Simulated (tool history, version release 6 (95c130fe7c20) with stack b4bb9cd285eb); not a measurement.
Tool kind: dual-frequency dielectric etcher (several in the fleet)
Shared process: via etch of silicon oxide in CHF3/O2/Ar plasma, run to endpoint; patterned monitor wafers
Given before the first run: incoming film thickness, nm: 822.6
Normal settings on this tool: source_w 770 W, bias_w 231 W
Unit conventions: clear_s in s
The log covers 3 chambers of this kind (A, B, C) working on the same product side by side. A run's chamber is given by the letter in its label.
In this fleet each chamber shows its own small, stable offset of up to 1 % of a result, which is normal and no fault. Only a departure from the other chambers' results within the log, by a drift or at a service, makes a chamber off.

Run 1A, hour 6.3: usual settings. Result: clear_s 345.66 s.
Run 2B, hour 18.0: usual settings. Result: clear_s 348.72 s.
Run 3C, hour 27.4: usual settings. Result: clear_s 346.86 s.
Run 4A, hour 40.4: usual settings. Result: clear_s 346.14 s.
Run 5C, hour 50.7: usual settings. Result: clear_s 344.85 s.
At hour 58.1: chamber B: wet clean of the chamber.
Run 6B, hour 60.1: usual settings but source_w 650 W, bias_w 255 W. Result: clear_s 361.72 s.
Run 7C, hour 66.2: usual settings but source_w 650 W, bias_w 255 W. Result: clear_s 355.21 s.
Run 8B, hour 78.8: usual settings but source_w 650 W, bias_w 255 W. Result: clear_s 360.67 s.
Run 9A, hour 86.0: usual settings. Result: clear_s 344.97 s.
Run 10B, hour 95.8: usual settings. Result: clear_s 352.17 s.
Run 11A, hour 107.1: usual settings. Result: clear_s 341.45 s.
Run 12C, hour 113.2: usual settings. Result: clear_s 343.69 s.
Run 13C, hour 126.2: usual settings. Result: clear_s 338.68 s.
Run 14B, hour 133.3: usual settings. Result: clear_s 348.77 s.
Run 15A, hour 140.1: usual settings. Result: clear_s 344.05 s.
Run 16A, hour 146.3: usual settings but source_w 890 W. Result: clear_s 326.70 s.
Run 17C, hour 156.8: usual settings but source_w 890 W. Result: clear_s 317.28 s.
Run 18B, hour 163.7: usual settings but source_w 890 W. Result: clear_s 331.36 s.
Run 19B, hour 171.3: usual settings. Result: clear_s 350.28 s.
Run 20A, hour 180.8: usual settings. Result: clear_s 344.05 s.
Run 21C, hour 191.4: usual settings but source_w 870 W, bias_w 283 W. Result: clear_s 299.04 s.
Run 22C, hour 198.8: usual settings but source_w 870 W, bias_w 283 W. Result: clear_s 297.05 s.
Run 23B, hour 209.3: usual settings but source_w 870 W, bias_w 283 W. Result: clear_s 313.58 s.
Run 24A, hour 221.1: usual settings. Result: clear_s 344.54 s.
Run 25B, hour 232.4: usual settings but source_w 680 W. Result: clear_s 366.59 s.

One chamber off, gauge drift, or nothing amiss beyond the chambers' own small offsets? If it is a chamber, which one, and what is the likeliest cause?

One chamber, C, drifts off from the rest bit by bit.
Cause: etch rate over this chamber's usual, % = 4.23.

Chamber C could run next with any of the 4 candidate recipes listed below; each alters the usual settings, and their results appear as question marks. Which one brings its results back in line with what the other chambers deliver on the usual settings?
Counts as in line when no further than this from what the other chambers average on the usual settings: clear_s 5.60 s
Run 26C-1, hour 242.0: usual settings but source_w 720 W, bias_w 218 W. Result: clear_s ?.
Run 26C-2, hour 242.0: usual settings but source_w 800 W. Result: clear_s ?.
Run 26C-3, hour 242.0: usual settings but source_w 820 W, bias_w 244 W. Result: clear_s ?.
Run 26C-4, hour 242.0: usual settings but bias_w 221 W. Result: clear_s ?.

Usual-settings mean across the other chambers: clear_s 347.33 s
  run  clear_s
26C-1   347.10
26C-2   326.71
26C-3   317.54
26C-4   336.65
26C-1 puts the chamber back in line with the other chambers.

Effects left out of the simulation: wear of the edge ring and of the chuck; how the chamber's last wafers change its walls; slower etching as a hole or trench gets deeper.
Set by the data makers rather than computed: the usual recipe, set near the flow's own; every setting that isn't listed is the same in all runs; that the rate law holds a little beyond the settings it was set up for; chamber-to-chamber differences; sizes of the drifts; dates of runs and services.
